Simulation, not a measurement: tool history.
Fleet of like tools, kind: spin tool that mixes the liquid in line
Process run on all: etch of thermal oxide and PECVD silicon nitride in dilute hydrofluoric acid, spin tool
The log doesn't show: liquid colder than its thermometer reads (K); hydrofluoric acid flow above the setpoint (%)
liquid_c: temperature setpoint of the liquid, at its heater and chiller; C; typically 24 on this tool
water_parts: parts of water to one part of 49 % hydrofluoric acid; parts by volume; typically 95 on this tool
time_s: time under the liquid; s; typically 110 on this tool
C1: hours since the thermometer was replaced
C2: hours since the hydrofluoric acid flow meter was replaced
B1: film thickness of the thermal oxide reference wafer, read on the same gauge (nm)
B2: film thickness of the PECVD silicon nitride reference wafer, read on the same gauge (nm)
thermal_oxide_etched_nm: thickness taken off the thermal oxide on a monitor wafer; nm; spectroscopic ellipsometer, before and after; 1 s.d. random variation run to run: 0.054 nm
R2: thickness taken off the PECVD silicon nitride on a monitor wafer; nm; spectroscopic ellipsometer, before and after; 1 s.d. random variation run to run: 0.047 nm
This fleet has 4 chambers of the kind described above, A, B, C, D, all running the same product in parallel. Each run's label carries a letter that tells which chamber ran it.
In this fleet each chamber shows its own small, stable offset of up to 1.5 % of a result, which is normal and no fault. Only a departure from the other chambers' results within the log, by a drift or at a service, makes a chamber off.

run 1D day=0.638 | liquid_c=24 water_parts=95 time_s=110 | C1=434.2 C2=415.8 | B1=69.979 B2=130.01 | thermal_oxide_etched_nm=5.635 R2=5.0672
run 2A day=0.975 | liquid_c=24 water_parts=95 time_s=110 | C1=538.2 C2=1762.8 | B1=70.02 B2=130.01 | thermal_oxide_etched_nm=5.6683 R2=5.129
run 3C day=1.583 | liquid_c=24 water_parts=95 time_s=110 | C1=849.3 C2=588.5 | B1=70.026 B2=130.03 | thermal_oxide_etched_nm=5.5604 R2=5.133
run 4B day=2.146 | liquid_c=24 water_parts=95 time_s=110 | C1=907.2 C2=159 | B1=70.001 B2=130 | thermal_oxide_etched_nm=5.7006 R2=5.1169
run 5D day=2.767 | liquid_c=24 water_parts=95 time_s=110 | C1=485.3 C2=466.9 | B1=70.01 B2=130 | thermal_oxide_etched_nm=5.7239 R2=5.1095
-- day=3.038 chamber C: thermometer replaced
run 6C day=3.212 | liquid_c=24 water_parts=95 time_s=110 | C1=4.3 C2=627.6 | B1=70.002 B2=130.03 | thermal_oxide_etched_nm=5.5412 R2=5.1684
run 7A day=3.512 | liquid_c=24 water_parts=95 time_s=110 | C1=599.1 C2=1823.7 | B1=69.997 B2=129.99 | thermal_oxide_etched_nm=5.555 R2=5.0403
run 8B day=3.833 | liquid_c=24 water_parts=95 time_s=110 | C1=947.7 C2=199.5 | B1=69.981 B2=129.99 | thermal_oxide_etched_nm=5.5723 R2=4.9583
run 9C day=4.479 | liquid_c=24 water_parts=95 time_s=110 | C1=34.7 C2=658 | B1=69.975 B2=130.01 | thermal_oxide_etched_nm=5.572 R2=5.2007
run 10A day=4.817 | liquid_c=24 water_parts=95 time_s=110 | C1=630.4 C2=1855 | B1=69.998 B2=130.02 | thermal_oxide_etched_nm=5.5879 R2=5.0686
-- day=5.104 chamber A: hydrofluoric acid flow meter replaced
run 11D day=5.192 | liquid_c=24 water_parts=95 time_s=110 | C1=543.5 C2=525.1 | B1=69.989 B2=129.98 | thermal_oxide_etched_nm=5.608 R2=5.0277
run 12B day=5.662 | liquid_c=24 water_parts=95 time_s=110 | C1=991.6 C2=243.4 | B1=70.016 B2=129.98 | thermal_oxide_etched_nm=5.5857 R2=4.9877
-- day=6.033 chamber D: hydrofluoric acid flow meter replaced
run 13B day=6.188 | liquid_c=24 water_parts=95 time_s=110 | C1=1004.2 C2=256 | B1=69.997 B2=129.97 | thermal_oxide_etched_nm=5.6033 R2=5.145
run 14A day=6.683 | liquid_c=24 water_parts=95 time_s=110 | C1=675.2 C2=38 | B1=70.014 B2=129.98 | thermal_oxide_etched_nm=5.5574 R2=5.0036
run 15C day=7.212 | liquid_c=24 water_parts=95 time_s=110 | C1=100.3 C2=723.6 | B1=70.016 B2=130.01 | thermal_oxide_etched_nm=5.5625 R2=5.18
run 16D day=7.754 | liquid_c=24 water_parts=95 time_s=110 | C1=605 C2=41.4 | B1=70.025 B2=129.99 | thermal_oxide_etched_nm=5.6327 R2=4.9575
run 17B day=8.275 | liquid_c=24 water_parts=95 time_s=110 | C1=1054.3 C2=306.1 | B1=70.004 B2=130.01 | thermal_oxide_etched_nm=5.5664 R2=5.0152
run 18A day=8.817 | liquid_c=24 water_parts=95 time_s=110 | C1=726.4 C2=89.2 | B1=69.987 B2=130 | thermal_oxide_etched_nm=5.562 R2=5.1008
run 19C day=9.246 | liquid_c=24 water_parts=95 time_s=110 | C1=149.1 C2=772.4 | B1=70.001 B2=129.99 | thermal_oxide_etched_nm=5.6604 R2=5.1168
run 20D day=9.812 | liquid_c=24 water_parts=95 time_s=110 | C1=654.4 C2=90.8 | B1=69.998 B2=130 | thermal_oxide_etched_nm=5.625 R2=5.1551
run 21B day=10.329 | liquid_c=24 water_parts=95 time_s=110 | C1=1103.6 C2=355.4 | B1=70.003 B2=129.98 | thermal_oxide_etched_nm=5.6935 R2=4.9539
run 22A day=10.867 | liquid_c=22 water_parts=95 time_s=70 | C1=775.6 C2=138.4 | B1=69.988 B2=129.98 | thermal_oxide_etched_nm=3.2475 R2=2.7907
run 23D day=11.296 | liquid_c=22 water_parts=95 time_s=70 | C1=690 C2=126.4 | B1=70.026 B2=129.98 | thermal_oxide_etched_nm=3.2492 R2=2.8169
run 24C day=11.883 | liquid_c=22 water_parts=95 time_s=70 | C1=212.4 C2=835.7 | B1=70.017 B2=130.01 | thermal_oxide_etched_nm=3.3036 R2=2.8793

Predict what each chamber gives when all 4 of them run the settings below next.
run 25A day=12.354 | liquid_c=24 water_parts=95 time_s=110 | thermal_oxide_etched_nm=? R2=?
run 25B day=12.354 | liquid_c=24 water_parts=95 time_s=110 | thermal_oxide_etched_nm=? R2=?
run 25C day=12.354 | liquid_c=24 water_parts=95 time_s=110 | thermal_oxide_etched_nm=? R2=?
run 25D day=12.354 | liquid_c=24 water_parts=95 time_s=110 | thermal_oxide_etched_nm=? R2=?

run=25A thermal_oxide_etched_nm=5.6497 R2=5.0543
run=25B thermal_oxide_etched_nm=5.5575 R2=5.0044
run=25C thermal_oxide_etched_nm=5.5103 R2=5.0751
run=25D thermal_oxide_etched_nm=5.5781 R2=5.0796
